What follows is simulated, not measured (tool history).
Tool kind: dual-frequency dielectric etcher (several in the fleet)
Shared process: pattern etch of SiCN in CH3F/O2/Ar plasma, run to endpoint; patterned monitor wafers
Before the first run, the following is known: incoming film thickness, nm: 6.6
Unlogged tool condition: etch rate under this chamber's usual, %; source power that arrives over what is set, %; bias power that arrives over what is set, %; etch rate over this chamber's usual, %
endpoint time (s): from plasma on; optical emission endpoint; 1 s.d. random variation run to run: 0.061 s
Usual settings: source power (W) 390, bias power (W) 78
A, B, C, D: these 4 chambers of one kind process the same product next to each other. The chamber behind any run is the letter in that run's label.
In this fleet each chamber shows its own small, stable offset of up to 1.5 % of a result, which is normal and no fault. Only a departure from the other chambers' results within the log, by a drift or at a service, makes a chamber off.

run,day,source power (W),bias power (W),hours since the last wet clean,hours since the last source power generator calibration,hours since the last bias power generator calibration,endpoint time (s)
1C,0.217,390,78,401.3,1412.2,3993.2,17.381
2B,0.471,390,78,266.8,709.9,3293.7,17.377
3A,0.675,390,78,201.7,1569.5,2283.3,17.233
4D,0.917,390,78,144.9,951.4,1407.4,17.288
5B,1.054,390,78,280.8,723.9,3307.7,17.297
6C,1.196,390,78,424.8,1435.7,4016.7,17.360
7D,1.408,390,78,156.7,963.2,1419.2,17.235
8A,1.683,390,78,225.9,1593.7,2307.5,17.181
9D,1.821,300,90,166.6,973.1,1429.1,18.108
10B,2.046,300,90,304.6,747.7,3331.5,18.021
11C,2.204,300,90,449.0,1459.9,4040.9,18.266
12A,2.429,300,90,243.8,1611.6,2325.4,17.955
13A,2.683,390,78,249.9,1617.7,2331.5,17.263
14D,2.808,390,78,190.3,996.8,1452.8,17.358
15C,3.067,390,78,469.7,1480.6,4061.6,17.342
16B,3.238,330,85,333.2,776.3,3360.1,17.839
17A,3.488,330,85,269.2,1637.0,2350.8,17.625
18D,3.746,330,85,212.8,1019.3,1475.3,18.038
19B,3.929,330,85,349.8,792.9,3376.7,17.727
20C,4.129,390,78,495.2,1506.1,4087.1,17.377
21B,4.358,390,78,360.1,803.2,3387.0,17.171
22A,4.583,390,78,295.5,1663.3,2377.1,17.309
23C,4.792,390,78,511.1,1522.0,4103.0,17.394
24D,5.042,390,78,243.9,1050.4,1506.4,17.598
25C,5.162,390,78,520.0,1530.9,4111.9,17.458
# day 5.192: chamber C: wet clean of the chamber
26A,5.333,390,78,313.5,1681.3,2395.1,17.233
27B,5.558,390,78,388.9,832.0,3415.8,17.420
28D,5.808,390,78,262.3,1068.8,1524.8,17.468
29B,6.012,390,78,399.8,842.9,3426.7,17.242
30D,6.179,390,78,271.2,1077.7,1533.7,17.684
31A,6.338,390,78,337.6,1705.4,2419.2,17.086
32C,6.512,390,78,31.8,1563.3,4144.3,17.482
33D,6.758,390,78,285.1,1091.6,1547.6,17.665
34A,7.012,390,78,353.8,1721.6,2435.4,17.187
35C,7.196,390,78,48.2,1579.7,4160.7,17.457
36B,7.329,390,78,431.4,874.5,3458.3,17.302
37B,7.479,390,78,435.0,878.1,3461.9,17.255
38C,7.658,390,78,59.3,1590.8,4171.8,17.354
39D,7.908,390,78,312.7,1119.2,1575.2,17.623
40A,8.138,390,78,380.8,1748.6,2462.4,17.166
41B,8.375,390,78,456.5,899.6,3483.4,17.366

Predict what each chamber gives when all 4 of them run the settings below next.
42A,8.575,390,95,,,,?
42B,8.575,390,95,,,,?
42C,8.575,390,95,,,,?
42D,8.575,390,95,,,,?

run,endpoint time (s)
42A,16.006
42B,16.087
42C,16.224
42D,16.557
